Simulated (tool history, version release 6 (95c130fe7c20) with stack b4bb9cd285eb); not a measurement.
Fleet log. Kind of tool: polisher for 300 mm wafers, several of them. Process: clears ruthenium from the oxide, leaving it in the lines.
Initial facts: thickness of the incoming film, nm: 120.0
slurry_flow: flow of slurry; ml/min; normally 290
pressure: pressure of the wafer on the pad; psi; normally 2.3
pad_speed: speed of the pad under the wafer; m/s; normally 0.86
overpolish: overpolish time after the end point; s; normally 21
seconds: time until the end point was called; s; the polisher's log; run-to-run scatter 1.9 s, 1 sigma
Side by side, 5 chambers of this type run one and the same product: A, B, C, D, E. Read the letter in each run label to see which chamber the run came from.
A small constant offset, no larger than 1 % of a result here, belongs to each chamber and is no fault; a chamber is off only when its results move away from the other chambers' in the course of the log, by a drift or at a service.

run   hour  slurry_flow  pressure  pad_speed  overpolish  seconds
 1E    8.1          290       2.3       0.86          21  125.130
 2B   14.2          290       2.3       0.86          21  124.960
 3A   21.0          290       2.3       0.86          21  123.790
      22.0  -- chamber D: worn pad replaced by a new one
 4C   25.4          290       2.3       0.86          21  126.350
 5D   32.9          290       2.3       0.86          21  125.810
      40.1  -- chamber A: worn pad replaced by a new one
 6E   41.9          290       2.3       0.86          21  123.290
 7B   47.2          290       2.3       0.86          21  126.000
      52.1  -- chamber D: slurry nozzle cleaned
 8C   55.1          290       2.3       0.86          21  123.630
 9A   61.6          290       2.3       0.86          21  123.770
10D   68.3          290       2.3       0.86          21  125.830
      69.9  -- chamber C: worn pad replaced by a new one
11B   75.3          290       2.3       0.86          21  127.030
      78.8  -- chamber B: worn pad replaced by a new one
12D   84.0          290       2.3       0.86          21  125.050
      85.2  -- chamber D: head pressure recalibrated
13C   88.9          290       2.3       0.86          21  130.570
      95.4  -- chamber E: worn pad replaced by a new one
14E   97.5          290       2.3       0.86          21  129.990
      99.2  -- chamber C: head pressure recalibrated
15A  104.9          290       2.3       0.86          21  126.330
16E  113.9          290       2.3       0.86          21  125.560
17B  120.0          385       2.3       1.08          21   98.039
18C  125.9          385       2.3       1.08          21   97.111
     127.5  -- chamber A: head pressure recalibrated
19A  133.9          385       2.3       1.08          21   97.013
     138.8  -- chamber A: worn pad replaced by a new one
20D  139.2          385       2.3       1.08          21   98.117
     145.4  -- chamber C: worn pad replaced by a new one
     147.5  -- chamber D: worn pad replaced by a new one
21B  147.5          385       2.3       1.08          21   95.633
     147.7  -- chamber E: slurry nozzle cleaned
22A  152.1          290       2.3       0.86          21  125.820
23C  156.0          290       2.3       0.86          21  128.320
24D  160.1          290       2.3       0.86          21  128.480
25E  168.4          290       2.3       0.86          21  123.590
26A  173.7          290       2.3       0.86          21  125.370
27C  180.7          290       2.3       0.86          21  127.300
     185.3  -- chamber B: worn pad replaced by a new one
28E  188.0          290       2.3       0.98          27  108.580
29B  194.1          290       2.3       0.98          27  111.880
30D  203.2          290       2.3       0.98          27  110.690
     205.1  -- chamber E: worn pad replaced by a new one
31B  209.4          290       2.3       0.98          27  112.090
     211.7  -- chamber C: worn pad replaced by a new one
32C  216.9          290       2.3       0.98          27  106.770
33E  223.3          290       2.3       0.86          21  124.340
34A  228.8          290       2.3       0.86          21  123.780
35D  235.4          290       2.3       0.86          21  121.710
     236.5  -- chamber A: worn pad replaced by a new one
36A  241.4          290       2.3       0.86          21  123.100
37E  247.3          290       2.3       0.86          29  127.680
38D  252.9          290       2.3       0.86          29  122.460
39C  261.5          290       2.3       0.86          29  127.590
40B  267.5          290       2.3       0.86          29  127.560
     273.0  -- chamber D: worn pad replaced by a new one
41B  276.1          290       2.3       0.86          29  125.440
42A  284.6          290       2.3       0.86          21  126.910
43E  292.8          290       2.3       0.86          21  125.240
44D  301.1          290       2.3       0.86          21  126.440

Decide between three cases: one chamber stands off from its peers, the gauge reading all wafers drifts, or nothing is wrong past each chamber's small offset. Where a chamber is off, say which and what most likely put it there.

No chamber is off and the gauge is stable; the differences are just each chamber's small, constant offset.

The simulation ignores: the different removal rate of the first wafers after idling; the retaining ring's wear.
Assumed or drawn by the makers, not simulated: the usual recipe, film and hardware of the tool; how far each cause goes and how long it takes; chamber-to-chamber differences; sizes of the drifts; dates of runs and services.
